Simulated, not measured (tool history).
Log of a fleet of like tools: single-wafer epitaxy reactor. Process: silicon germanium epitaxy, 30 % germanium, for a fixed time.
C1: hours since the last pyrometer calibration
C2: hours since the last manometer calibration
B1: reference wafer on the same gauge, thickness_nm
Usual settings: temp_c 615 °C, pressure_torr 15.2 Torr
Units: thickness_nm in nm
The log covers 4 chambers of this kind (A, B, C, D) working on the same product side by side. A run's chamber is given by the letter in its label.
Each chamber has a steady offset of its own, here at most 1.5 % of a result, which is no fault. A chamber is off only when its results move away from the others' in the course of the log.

run 1B day=0.112 | temp_c=615 pressure_torr=15.2 | C1=1496.2 C2=548.7 | B1=83.041 | thickness_nm=69.706
run 2A day=0.283 | temp_c=615 pressure_torr=15.2 | C1=1595.2 C2=1172.7 | B1=83.064 | thickness_nm=69.424
run 3C day=0.425 | temp_c=615 pressure_torr=15.2 | C1=98.3 C2=928.6 | B1=83.074 | thickness_nm=68.698
run 4D day=0.558 | temp_c=615 pressure_torr=15.2 | C1=132.2 C2=768.8 | B1=82.933 | thickness_nm=69.528
run 5B day=0.733 | temp_c=615 pressure_torr=15.2 | C1=1511.1 C2=563.6 | B1=82.939 | thickness_nm=69.997
run 6C day=0.838 | temp_c=615 pressure_torr=15.2 | C1=108.2 C2=938.5 | B1=83.000 | thickness_nm=68.218
run 7D day=0.925 | temp_c=628 pressure_torr=15.2 | C1=141.0 C2=777.6 | B1=82.939 | thickness_nm=87.658
run 8A day=1.046 | temp_c=628 pressure_torr=15.2 | C1=1613.5 C2=1191.0 | B1=82.933 | thickness_nm=87.410
run 9A day=1.125 | temp_c=628 pressure_torr=15.2 | C1=1615.4 C2=1192.9 | B1=83.018 | thickness_nm=87.139
-- day=1.208 chamber B: pyrometer calibrated
run 10B day=1.267 | temp_c=628 pressure_torr=15.2 | C1=1.5 C2=576.4 | B1=83.045 | thickness_nm=89.830
run 11C day=1.438 | temp_c=615 pressure_torr=15.2 | C1=122.6 C2=952.9 | B1=83.020 | thickness_nm=68.152
run 12D day=1.529 | temp_c=615 pressure_torr=15.2 | C1=155.5 C2=792.1 | B1=82.985 | thickness_nm=70.292
run 13B day=1.700 | temp_c=615 pressure_torr=15.2 | C1=11.9 C2=586.8 | B1=83.033 | thickness_nm=72.216
run 14D day=1.825 | temp_c=615 pressure_torr=15.2 | C1=162.6 C2=799.2 | B1=82.867 | thickness_nm=69.825
run 15A day=1.950 | temp_c=615 pressure_torr=15.2 | C1=1635.2 C2=1212.7 | B1=83.057 | thickness_nm=69.421
run 16C day=2.112 | temp_c=603 pressure_torr=15.2 | C1=138.8 C2=969.1 | B1=82.960 | thickness_nm=55.140
run 17B day=2.200 | temp_c=603 pressure_torr=15.2 | C1=23.9 C2=598.8 | B1=82.999 | thickness_nm=57.564
run 18C day=2.292 | temp_c=603 pressure_torr=15.2 | C1=143.1 C2=973.4 | B1=83.094 | thickness_nm=55.452
run 19D day=2.404 | temp_c=603 pressure_torr=15.2 | C1=176.5 C2=813.1 | B1=83.013 | thickness_nm=56.302
run 20A day=2.542 | temp_c=615 pressure_torr=15.2 | C1=1649.4 C2=1226.9 | B1=82.999 | thickness_nm=69.886
run 21B day=2.625 | temp_c=615 pressure_torr=15.2 | C1=34.1 C2=609.0 | B1=83.010 | thickness_nm=71.499
run 22D day=2.733 | temp_c=624 pressure_torr=17.4 | C1=184.4 C2=821.0 | B1=83.014 | thickness_nm=86.224
run 23A day=2.908 | temp_c=624 pressure_torr=17.4 | C1=1658.2 C2=1235.7 | B1=82.983 | thickness_nm=86.006
run 24C day=3.004 | temp_c=624 pressure_torr=17.4 | C1=160.2 C2=990.5 | B1=83.022 | thickness_nm=84.211
run 25B day=3.183 | temp_c=624 pressure_torr=17.4 | C1=47.5 C2=622.4 | B1=83.046 | thickness_nm=88.752
run 26A day=3.371 | temp_c=621 pressure_torr=14.0 | C1=1669.3 C2=1246.8 | B1=82.988 | thickness_nm=74.362
run 27C day=3.554 | temp_c=621 pressure_torr=14.0 | C1=173.4 C2=1003.7 | B1=82.965 | thickness_nm=73.410

Is one chamber out of step, is the gauge drifting, or do the chambers differ by no more than their own small offsets? For an off chamber, give its letter and the likeliest cause.

Chamber B came out of a service off from its peers and stayed that way.
What lies behind it: wafer temperature above the value expected at the setpoint (K) = 1.73.

Below are 4 candidate recipes for chamber B's next run, each the usual settings with a change, their results shown as question marks. Which of them brings B's results back in line with what the other chambers give on the usual settings?
Counts as in line when no further than this from what the other chambers average on the usual settings: thickness_nm 0.970 nm
run 28B-1 day=3.688 | temp_c=615 pressure_torr=13.0 | thickness_nm=?
run 28B-2 day=3.688 | temp_c=617 pressure_torr=15.4 | thickness_nm=?
run 28B-3 day=3.688 | temp_c=613 pressure_torr=15.0 | thickness_nm=?
run 28B-4 day=3.688 | temp_c=618 pressure_torr=15.5 | thickness_nm=?

What the other chambers average on the usual settings: thickness_nm 69.250 nm
run=28B-1 thickness_nm=67.514
run=28B-2 thickness_nm=74.744
run=28B-3 thickness_nm=68.882
run=28B-4 thickness_nm=76.275
The answer is 28B-3, which returns the chamber to within the allowed miss of the others.
